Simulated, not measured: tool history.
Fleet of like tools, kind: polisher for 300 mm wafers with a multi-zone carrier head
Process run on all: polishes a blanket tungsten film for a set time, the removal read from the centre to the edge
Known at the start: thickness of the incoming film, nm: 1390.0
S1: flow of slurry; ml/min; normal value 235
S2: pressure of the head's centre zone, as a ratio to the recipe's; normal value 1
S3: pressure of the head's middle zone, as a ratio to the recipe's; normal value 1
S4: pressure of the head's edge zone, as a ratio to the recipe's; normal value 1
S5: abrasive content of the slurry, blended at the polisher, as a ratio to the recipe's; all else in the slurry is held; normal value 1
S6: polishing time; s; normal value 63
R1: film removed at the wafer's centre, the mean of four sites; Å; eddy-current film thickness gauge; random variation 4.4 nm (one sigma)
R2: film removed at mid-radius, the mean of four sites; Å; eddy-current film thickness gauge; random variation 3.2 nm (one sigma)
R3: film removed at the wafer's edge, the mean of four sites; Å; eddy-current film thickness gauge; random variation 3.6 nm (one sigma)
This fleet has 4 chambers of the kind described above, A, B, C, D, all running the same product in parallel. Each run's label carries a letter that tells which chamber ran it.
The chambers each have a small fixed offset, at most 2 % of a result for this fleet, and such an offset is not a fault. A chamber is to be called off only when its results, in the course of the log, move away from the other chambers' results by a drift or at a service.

Run 1A, hour 9.4: usual settings. Result: R1 3409.6 Å, R2 3457 Å, R3 3424.3 Å.
Run 2C, hour 21: usual settings. Result: R1 3436 Å, R2 3462 Å, R3 3373.1 Å.
Run 3B, hour 32.6: usual settings. Result: R1 3400.2 Å, R2 3552.9 Å, R3 3526.8 Å.
Run 4D, hour 39.1: usual settings. Result: R1 3381.2 Å, R2 3457.7 Å, R3 3422.7 Å.
Run 5C, hour 46.7: usual settings. Result: R1 3421.7 Å, R2 3426.1 Å, R3 3438.7 Å.
Run 6D, hour 53: usual settings. Result: R1 3481 Å, R2 3465 Å, R3 3484.3 Å.
Run 7A, hour 63.7: usual settings. Result: R1 3416.9 Å, R2 3467.1 Å, R3 3454.3 Å.
Run 8B, hour 69.6: usual settings. Result: R1 3435.7 Å, R2 3464.9 Å, R3 3518.4 Å.
At hour 70: chamber C: worn pad replaced by a new one.
Run 9A, hour 77.4: usual settings. Result: R1 3414 Å, R2 3437.4 Å, R3 3530.8 Å.
Run 10B, hour 86.5: usual settings but S5 1.15. Result: R1 3676.2 Å, R2 3526.8 Å, R3 3661.7 Å.
Run 11C, hour 99: usual settings but S5 1.15. Result: R1 3466.7 Å, R2 3582.9 Å, R3 3515.4 Å.
At hour 101.4: chamber D: slurry nozzle cleaned.
Run 12D, hour 104.6: usual settings but S5 1.15. Result: R1 3617 Å, R2 3552.8 Å, R3 3595.2 Å.
At hour 110.8: chamber D: worn pad replaced by a new one.
Run 13D, hour 116.1: usual settings but S5 1.15. Result: R1 3617.3 Å, R2 3565.1 Å, R3 3546.8 Å.
At hour 120.2: chamber B: worn pad replaced by a new one.
Run 14A, hour 126.3: usual settings. Result: R1 3480.7 Å, R2 3455.1 Å, R3 3457.4 Å.
Run 15C, hour 137.9: usual settings. Result: R1 3422.8 Å, R2 3486.7 Å, R3 3422.1 Å.
At hour 142.5: chamber A: worn pad replaced by a new one.
Run 16B, hour 149.3: usual settings. Result: R1 3531.9 Å, R2 3568.1 Å, R3 3484.4 Å.
At hour 158.8: chamber C: worn pad replaced by a new one.
Run 17D, hour 159.9: usual settings. Result: R1 3495.3 Å, R2 3452.8 Å, R3 3411.3 Å.
Run 18C, hour 165.4: usual settings. Result: R1 3355.7 Å, R2 3465.3 Å, R3 3434.7 Å.
Run 19B, hour 175.3: usual settings. Result: R1 3442.8 Å, R2 3496.3 Å, R3 3558.4 Å.
Run 20A, hour 185.8: usual settings. Result: R1 3370.7 Å, R2 3405.7 Å, R3 3452 Å.
At hour 189.3: chamber C: centre zone pressure recalibrated.
Run 21B, hour 192.6: usual settings. Result: R1 3589.6 Å, R2 3515.3 Å, R3 3536 Å.
Run 22A, hour 204.4: usual settings. Result: R1 3396 Å, R2 3515.1 Å, R3 3482.5 Å.
Run 23D, hour 212.5: usual settings. Result: R1 3596.7 Å, R2 3507.9 Å, R3 3461.5 Å.
Run 24C, hour 223.9: usual settings. Result: R1 3868.7 Å, R2 3455.4 Å, R3 3440.3 Å.
Run 25C, hour 229.5: usual settings. Result: R1 3834.7 Å, R2 3528.2 Å, R3 3424.8 Å.
Run 26B, hour 240.8: usual settings. Result: R1 3537.3 Å, R2 3434.6 Å, R3 3489.2 Å.
At hour 243.8: chamber C: worn pad replaced by a new one.
At hour 247.5: chamber D: worn pad replaced by a new one.
Run 27A, hour 251.1: usual settings but S4 0.91. Result: R1 3491.9 Å, R2 3431 Å, R3 3337.1 Å.
At hour 253.4: chamber B: centre zone pressure recalibrated.
At hour 256.8: chamber B: worn pad replaced by a new one.
Run 28D, hour 259.2: usual settings but S4 0.91. Result: R1 3460.8 Å, R2 3403.4 Å, R3 3323.6 Å.
Run 29A, hour 268.7: usual settings but S4 0.91. Result: R1 3457.8 Å, R2 3405.7 Å, R3 3350 Å.
Run 30C, hour 280.4: usual settings but S4 0.91. Result: R1 3839.5 Å, R2 3464.1 Å, R3 3264.2 Å.
At hour 287.7: chamber D: edge zone pressure recalibrated.
Run 31B, hour 289.7: usual settings but S4 0.96. Result: R1 3528.1 Å, R2 3465.2 Å, R3 3507.8 Å.
Run 32D, hour 300: usual settings but S4 0.96. Result: R1 3483.7 Å, R2 3442.5 Å, R3 3391.5 Å.
Run 33A, hour 310.8: usual settings but S4 0.96. Result: R1 3344.8 Å, R2 3526.2 Å, R3 3333 Å.
Run 34D, hour 322: usual settings but S4 0.96. Result: R1 3529.4 Å, R2 3418.5 Å, R3 3477.8 Å.
Run 35B, hour 332: usual settings. Result: R1 3422.6 Å, R2 3478.7 Å, R3 3493 Å.
At hour 334.3: chamber C: worn pad replaced by a new one.
Run 36C, hour 338.7: usual settings. Result: R1 3847.9 Å, R2 3524.1 Å, R3 3494.1 Å.
At hour 342.4: chamber D: centre zone pressure recalibrated.
Run 37A, hour 349.3: usual settings. Result: R1 3382.1 Å, R2 3498.6 Å, R3 3470 Å.
At hour 356: chamber A: worn pad replaced by a new one.
At hour 359.6: chamber A: slurry nozzle cleaned.
Run 38B, hour 361.7: usual settings. Result: R1 3465.3 Å, R2 3446.3 Å, R3 3565.9 Å.
Run 39D, hour 371: usual settings. Result: R1 3470.9 Å, R2 3519 Å, R3 3557 Å.
Run 40C, hour 383.1: usual settings but S3 1.08. Result: R1 3921.6 Å, R2 3731.5 Å, R3 3481.8 Å.
Run 41A, hour 394.5: usual settings but S3 1.08. Result: R1 3453.7 Å, R2 3745.9 Å, R3 3457.8 Å.

Decide between three cases: one chamber stands off from its peers, the gauge reading all wafers drifts, or nothing is wrong past each chamber's small offset. Where a chamber is off, say which and what most likely put it there.

A service left chamber C off against the others.
Most likely cause: centre zone's pressure above its setpoint, % = 11.7.

Chamber C could run next with any of the 4 candidate recipes listed below; each alters the usual settings, and their results appear as question marks. Which one brings its results back in line with what the other chambers deliver on the usual settings?
A result is in line if it is within this distance of the other chambers' mean on the usual settings: R1 150 Å; R2 110 Å; R3 130 Å
Run 42C-1, hour 403.4: usual settings but S1 230 ml/min, S2 0.91, S3 1.01, S4 1.04, S6 62 s. Result: R1 ?, R2 ?, R3 ?.
Run 42C-2, hour 403.4: usual settings but S1 240 ml/min, S2 1.09, S3 0.99, S4 0.96, S6 64 s. Result: R1 ?, R2 ?, R3 ?.
Run 42C-3, hour 403.4: usual settings but S1 225 ml/min, S2 0.84, S3 1.02, S4 1.06, S6 62 s. Result: R1 ?, R2 ?, R3 ?.
Run 42C-4, hour 403.4: usual settings but S1 245 ml/min, S2 1.16, S3 0.98, S4 0.94, S6 64 s. Result: R1 ?, R2 ?, R3 ?.

Mean of the other chambers on the usual settings: R1 3464 Å; R2 3461.4 Å; R3 3483.3 Å
  run      R1      R2      R3
42C-1    3435  3416.1  3464.3
42C-2    4327  3477.6  3444.3
42C-3  3140.4  3438.6  3491.7
42C-4  4635.4  3452.8  3414.4
42C-1 brings the chamber back in line.
